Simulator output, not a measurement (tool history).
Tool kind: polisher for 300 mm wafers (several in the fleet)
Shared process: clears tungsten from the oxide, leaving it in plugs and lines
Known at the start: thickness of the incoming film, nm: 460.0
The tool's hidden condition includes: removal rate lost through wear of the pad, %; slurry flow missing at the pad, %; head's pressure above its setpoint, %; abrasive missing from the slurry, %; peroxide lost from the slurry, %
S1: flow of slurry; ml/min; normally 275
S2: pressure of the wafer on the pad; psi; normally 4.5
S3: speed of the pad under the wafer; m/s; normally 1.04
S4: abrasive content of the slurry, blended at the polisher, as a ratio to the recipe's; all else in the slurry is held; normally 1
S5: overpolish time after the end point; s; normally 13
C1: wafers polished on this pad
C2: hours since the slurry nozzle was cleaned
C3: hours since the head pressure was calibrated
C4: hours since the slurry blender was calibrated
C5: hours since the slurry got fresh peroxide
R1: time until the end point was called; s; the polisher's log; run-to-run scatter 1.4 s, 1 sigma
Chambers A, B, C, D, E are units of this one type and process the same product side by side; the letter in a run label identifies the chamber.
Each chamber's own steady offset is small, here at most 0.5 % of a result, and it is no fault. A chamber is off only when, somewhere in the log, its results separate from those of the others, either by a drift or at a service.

run,hour,S1,S2,S3,S4,S5,C1,C2,C3,C4,C5,R1
# hour 3.3: chamber D: worn pad replaced by a new one
1C,7.2,275,4.5,1.04,1,13,182,220.9,699.8,10.2,25.4,73.539
2D,12.9,275,4.5,1.04,1,13,97,106.7,207.3,13.8,30.2,76.269
3E,17,275,4.5,1.04,1,13,277,461.8,92,239.8,63.2,74.396
4B,21.3,275,4.5,1.04,1,13,461,475.2,526.6,337.2,102.4,74.244
# hour 23.7: chamber E: slurry blender recalibrated
5A,27.4,275,3.6,1.04,1,13,421,316.1,384.5,238.2,40.2,94.588
6E,34.3,275,3.6,1.04,1,13,451,479.1,109.3,10.6,80.5,92.483
7A,42.1,275,3.6,1.04,1,13,569,330.8,399.2,252.9,54.9,98.615
# hour 42.5: chamber B: slurry tank refilled with fresh slurry and peroxide
8D,46,275,3.6,1.04,1,13,430,139.8,240.4,46.9,63.3,94.382
# hour 51.9: chamber D: slurry tank refilled with fresh slurry and peroxide
9C,53.8,275,3.6,1.04,1,13,652,267.5,746.4,56.8,72,91.6
# hour 60.5: chamber A: slurry tank refilled with fresh slurry and peroxide
10B,61.5,275,4.5,1.04,1,13,866,515.4,566.8,377.4,19,76.116
11D,66.4,275,4.5,1.04,1,13,635,160.2,260.8,67.3,14.5,72.667
# hour 68.2: chamber B: worn pad replaced by a new one
12B,71.9,275,4.5,1.04,1,13,37,525.8,577.2,387.8,29.4,74.671
# hour 72.9: chamber C: worn pad replaced by a new one
13C,77.3,275,4.5,1.04,1,13,45,291,769.9,80.3,95.5,74.217
14E,83.3,275,3.3,1.04,0.85,13,944,528.1,158.3,59.6,129.5,107.57
15A,91.2,275,3.3,1.04,0.85,13,1064,379.9,448.3,302,30.8,110.58
16E,98.5,275,3.3,1.04,0.85,13,1097,543.3,173.5,74.8,144.7,111.92
# hour 100.9: chamber C: slurry tank refilled with fresh slurry and peroxide
17D,103.9,275,3.3,1.04,0.85,13,1013,197.7,298.3,104.8,52,105.01
# hour 106.4: chamber A: slurry blender recalibrated
18C,109.8,275,3.3,1.04,0.85,13,372,323.5,802.4,112.8,8.9,106.67
# hour 111.1: chamber B: slurry blender recalibrated
19B,113.9,275,4.5,1.04,1,13,460,567.8,619.2,2.8,71.4,75.857
# hour 116.2: chamber D: worn pad replaced by a new one
# hour 116.6: chamber E: worn pad replaced by a new one
20A,118.7,275,4.5,1.04,1.15,13,1341,407.4,475.8,12.3,58.3,71.219
21B,123.1,275,4.5,1.04,1.15,13,553,577,628.4,12,80.6,71.851
# hour 123.4: chamber D: slurry tank refilled with fresh slurry and peroxide
# hour 124.4: chamber A: worn pad replaced by a new one
# hour 129: chamber B: slurry nozzle cleaned
22D,131,275,4.5,1.04,1.15,13,149,224.8,325.4,131.9,7.7,73.559
23C,134.9,275,4.5,1.04,1.15,13,624,348.6,827.5,137.9,34,72.396
24E,140.2,275,4.5,1.04,1.15,13,237,585,215.2,116.5,186.4,78.489
25A,144.8,275,5.3,1.04,0.8,13,205,433.5,501.9,38.4,84.4,65.086
# hour 146: chamber A: slurry tank refilled with fresh slurry and peroxide
26B,148.2,275,5.3,1.04,0.8,13,805,19.2,653.5,37.1,105.7,67.167
27E,153.7,275,5.3,1.04,0.8,13,373,598.5,228.7,130,199.9,76.55
28A,160.7,275,5.3,1.04,0.8,13,365,449.4,517.8,54.3,14.7,68.903
# hour 162.9: chamber C: worn pad replaced by a new one
# hour 163.2: chamber D: slurry blender recalibrated
29D,166.9,275,5.3,1.04,0.8,13,511,260.7,361.3,3.8,43.6,66.171
# hour 170.1: chamber B: worn pad replaced by a new one
30C,171.2,275,4.5,1.04,1,13,83,384.9,863.8,174.2,70.3,74.962
31A,175.6,275,4.5,1.04,1,13,515,464.3,532.7,69.2,29.6,77.18
32B,182.5,275,4.5,1.04,1,13,124,53.5,687.8,71.4,140,76.866
33D,188.3,275,4.5,1.04,1,13,726,282.1,382.7,25.2,65,76.991
# hour 188.7: chamber D: slurry tank refilled with fresh slurry and peroxide
34E,192.6,275,4.5,1.04,1,13,765,637.4,267.6,168.9,238.8,85.214
# hour 193.5: chamber C: slurry tank refilled with fresh slurry and peroxide
# hour 194.9: chamber B: slurry tank refilled with fresh slurry and peroxide
35C,199.2,275,4.5,1.04,1,13,365,412.9,891.8,202.2,5.7,74.437
36B,205.7,275,4.5,1.04,1,13,358,76.7,711,94.6,10.9,73.977
# hour 211.7: chamber D: worn pad replaced by a new one
37A,213,275,4.5,1.04,1,13,891,501.7,570.1,106.6,67,76.278
38C,219.6,275,4.5,1.04,1,13,570,433.3,912.2,222.6,26.1,73.797
39D,224.8,275,4.5,1.04,1,13,132,318.6,419.2,61.7,36.2,74.722

The same settings go to every chamber for the next run, one line per chamber below. Forecast the results for each:
40A,230.5,275,4.5,1.04,1,13,,,,,,?
40B,230.5,275,4.5,1.04,1,13,,,,,,?
40C,230.5,275,4.5,1.04,1,13,,,,,,?
40D,230.5,275,4.5,1.04,1,13,,,,,,?
40E,230.5,275,4.5,1.04,1,13,,,,,,?

run,R1
40A,75.363
40B,74.539
40C,73.785
40D,76.126
40E,93.103
